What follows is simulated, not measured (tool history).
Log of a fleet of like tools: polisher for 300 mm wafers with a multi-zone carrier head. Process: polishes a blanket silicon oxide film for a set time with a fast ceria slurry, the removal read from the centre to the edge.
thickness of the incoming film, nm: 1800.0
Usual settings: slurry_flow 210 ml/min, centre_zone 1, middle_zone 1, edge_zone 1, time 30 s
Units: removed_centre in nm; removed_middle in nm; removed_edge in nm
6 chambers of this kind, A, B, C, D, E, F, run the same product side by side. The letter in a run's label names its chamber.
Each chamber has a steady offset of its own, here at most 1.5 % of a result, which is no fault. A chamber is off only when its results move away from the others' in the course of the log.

run   hour  slurry_flow  centre_zone  middle_zone  edge_zone  time  wafers polished on this pad  hours since the slurry nozzle was cleaned  hours since the centre zone pressure was calibrated  hours since the edge zone pressure was calibrated  removed_centre  removed_middle  removed_edge
 1C      7          210            1            1          1    30                          337                                        8.5                                                 84.4                                              276.6          621.56           642.4        649.36
       7.8  -- chamber E: worn pad replaced by a new one
      12.7  -- chamber B: worn pad replaced by a new one
 2D     16          210            1            1          1    30                          729                                      135.2                                                146.4                                                190          639.84          636.33        637.57
 3E   27.8          210            1            1          1    30                          215                                        285                                               1013.7                                              502.2           640.3          642.73        642.09
        37  -- chamber D: worn pad replaced by a new one
      37.3  -- chamber A: worn pad replaced by a new one
      38.1  -- chamber F: slurry nozzle cleaned
 4F   41.2          210            1            1          1    30                         1401                                        3.2                                                227.9                                             1028.5          639.08          638.67        636.66
      44.8  -- chamber F: worn pad replaced by a new one
 5B   54.2          210            1            1          1    30                          445                                       54.3                                                 88.9                                              396.9          635.12          637.54        630.66
 6A   61.4          210            1            1          1    30                          259                                      157.4                                                451.2                                              271.5          651.11          647.38        638.78
 7E     70          210            1            1          1    30                          668                                      327.2                                               1055.9                                              544.4          662.09          639.46        648.64
 8D   77.2          210            1            1          1    30                          431                                      196.4                                                207.6                                              251.2          647.26          638.57        627.81
 9F   86.1          210            1            1          1    30                          444                                       48.1                                                272.8                                             1073.4          645.11          637.09         630.8
      88.4  -- chamber B: worn pad replaced by a new one
10B   93.4          210            1            1          1    30                           54                                       93.5                                                128.1                                              436.1          661.35          642.45        639.35
      94.7  -- chamber D: slurry nozzle cleaned
     102.1  -- chamber C: worn pad replaced by a new one
11A    104          210            1            1          1    30                          716                                        200                                                493.8                                              314.1          632.65          641.56        634.35
       107  -- chamber E: worn pad replaced by a new one
     108.6  -- chamber A: edge zone pressure recalibrated
12C  112.9          210            1         0.91          1    30                          116                                      114.4                                                190.3                                              382.5          625.35          590.54        641.77
     124.4  -- chamber D: worn pad replaced by a new one
13C  126.2          210            1         0.91          1    30                          259                                      127.7                                                203.6                                              395.8          632.17          593.01        645.37
14D  134.7          210            1         0.91          1    30                          110                                         40                                                265.1                                              308.7          648.79          585.04        653.08
     134.9  -- chamber A: worn pad replaced by a new one
15B  145.2          210            1         0.91          1    30                          609                                      145.3                                                179.9                                              487.9          635.91          583.76        638.97
     148.5  -- chamber E: edge zone pressure recalibrated
16F  155.6          210            1         0.91          1    30                         1189                                      117.6                                                342.3                                             1142.9          643.59          579.37        638.89
17A    168          210            1         0.91          1    30                          355                                        264                                                557.8                                               59.5          625.33          588.81        632.97
18E  175.5          210            1            1          1    30                          735                                      432.7                                               1161.4                                                 27          649.09          652.09        649.28
     178.2  -- chamber B: worn pad replaced by a new one
19A    185          210            1            1          1    30                          538                                        281                                                574.8                                               76.5          636.92          646.53        638.26
     188.7  -- chamber F: worn pad replaced by a new one
     189.6  -- chamber A: slurry nozzle cleaned
20B  192.1          210            1            1          1    30                          149                                      192.2                                                226.8                                              534.8          649.01          636.95        630.11
21C  200.8          285            1            1       1.05    30                         1059                                      202.3                                                278.2                                              470.4          651.87          663.94        683.99
     201.3  -- chamber D: worn pad replaced by a new one
     206.7  -- chamber F: edge zone pressure recalibrated
22F    213          285            1            1       1.05    30                          261                                        175                                                399.7                                                6.3           672.2          667.52         677.1
23E  219.1          285            1            1       1.05    30                         1203                                      476.3                                                 1205                                               70.6          670.13          668.33        683.88
     224.5  -- chamber E: worn pad replaced by a new one
24D    231          285            1            1       1.05    30                          319                                      136.3                                                361.4                                                405          669.95          657.92           672
     234.9  -- chamber C: worn pad replaced by a new one
25F  240.6          285            1            1       1.05    30                          557                                      202.6                                                427.3                                               33.9          671.61          665.05        677.87
26D  248.6          285            1            1       1.05    30                          508                                      153.9                                                  379                                              422.6          662.26          667.01         669.2
     253.9  -- chamber A: worn pad replaced by a new one
27E  254.6          210            1            1          1    30                          323                                      511.8                                               1240.5                                              106.1          648.61          639.99        647.89
28B    266          210            1            1          1    30                          942                                      266.1                                                300.7                                              608.7          630.73          641.88        630.93
     267.8  -- chamber B: worn pad replaced by a new one
29A  274.1          245            1            1       0.96    30                          217                                       84.6                                                663.9                                              165.6          661.84          655.09        636.82
       284  -- chamber D: worn pad replaced by a new one
30C  286.5          245            1            1       0.96    30                          554                                        288                                                363.9                                              556.1          644.77          657.48        635.95
31C  297.2          245            1            1       0.96    30                          668                                      298.7                                                374.6                                              566.8          652.47           656.4        636.47
     304.8  -- chamber F: centre zone pressure recalibrated
32F  309.8          245            1            1       0.96    30                         1300                                      271.8                                                    5                                              103.1          654.93          658.98         632.7
     315.2  -- chamber F: slurry nozzle cleaned
33B  317.4          245            1            1       0.96    30                          532                                      317.5                                                352.1                                              660.1           663.6          650.61        622.97
     321.1  -- chamber F: worn pad replaced by a new one
34E  325.2          245            1            1       0.96    30                         1080                                      582.4                                               1311.1                                              176.7          648.24          656.34        635.47
       339  -- chamber E: centre zone pressure recalibrated
35D    339          210            1            1          1    30                          590                                      244.3                                                469.4                                                513          657.07             630        638.37
     339.1  -- chamber D: centre zone pressure recalibrated
     340.7  -- chamber E: worn pad replaced by a new one
36A  351.7          210            1            1          1    30                         1049                                      162.2                                                741.5                                              243.2          643.93          640.26        629.19
     360.6  -- chamber D: worn pad replaced by a new one
37F  365.1          210            1            1          1    30                          472                                         50                                                 60.3                                              158.4          630.36          636.08        640.61
     366.3  -- chamber C: worn pad replaced by a new one
     366.4  -- chamber D: slurry nozzle cleaned
38D  376.6          210            1            1          1    30                          171                                       10.2                                                 37.5                                              550.6          644.54          644.27        642.62
39C  388.9          210            1            1          1    30                          242                                      390.4                                                466.3                                              658.5          629.41          645.02        636.81
40E  401.4          210            1            1          1    30                          651                                      658.6                                                 62.5                                              252.9          640.99          642.24        639.58

Next, every chamber runs the same settings. What will each give?
41A  411.3          210            1            1          1    34                                                                                                                                                                                               ?               ?             ?
41B  411.3          210            1            1          1    34                                                                                                                                                                                               ?               ?             ?
41C  411.3          210            1            1          1    34                                                                                                                                                                                               ?               ?             ?
41D  411.3          210            1            1          1    34                                                                                                                                                                                               ?               ?             ?
41E  411.3          210            1            1          1    34                                                                                                                                                                                               ?               ?             ?
41F  411.3          210            1            1          1    34                                                                                                                                                                                               ?               ?             ?

run  removed_centre  removed_middle  removed_edge
41A          722.79          730.53        721.37
41B          728.86          720.48        721.81
41C          725.33          722.08        725.68
41D          730.93          724.41        738.15
41E          742.75          733.49        733.98
41F          739.07          727.07        717.47
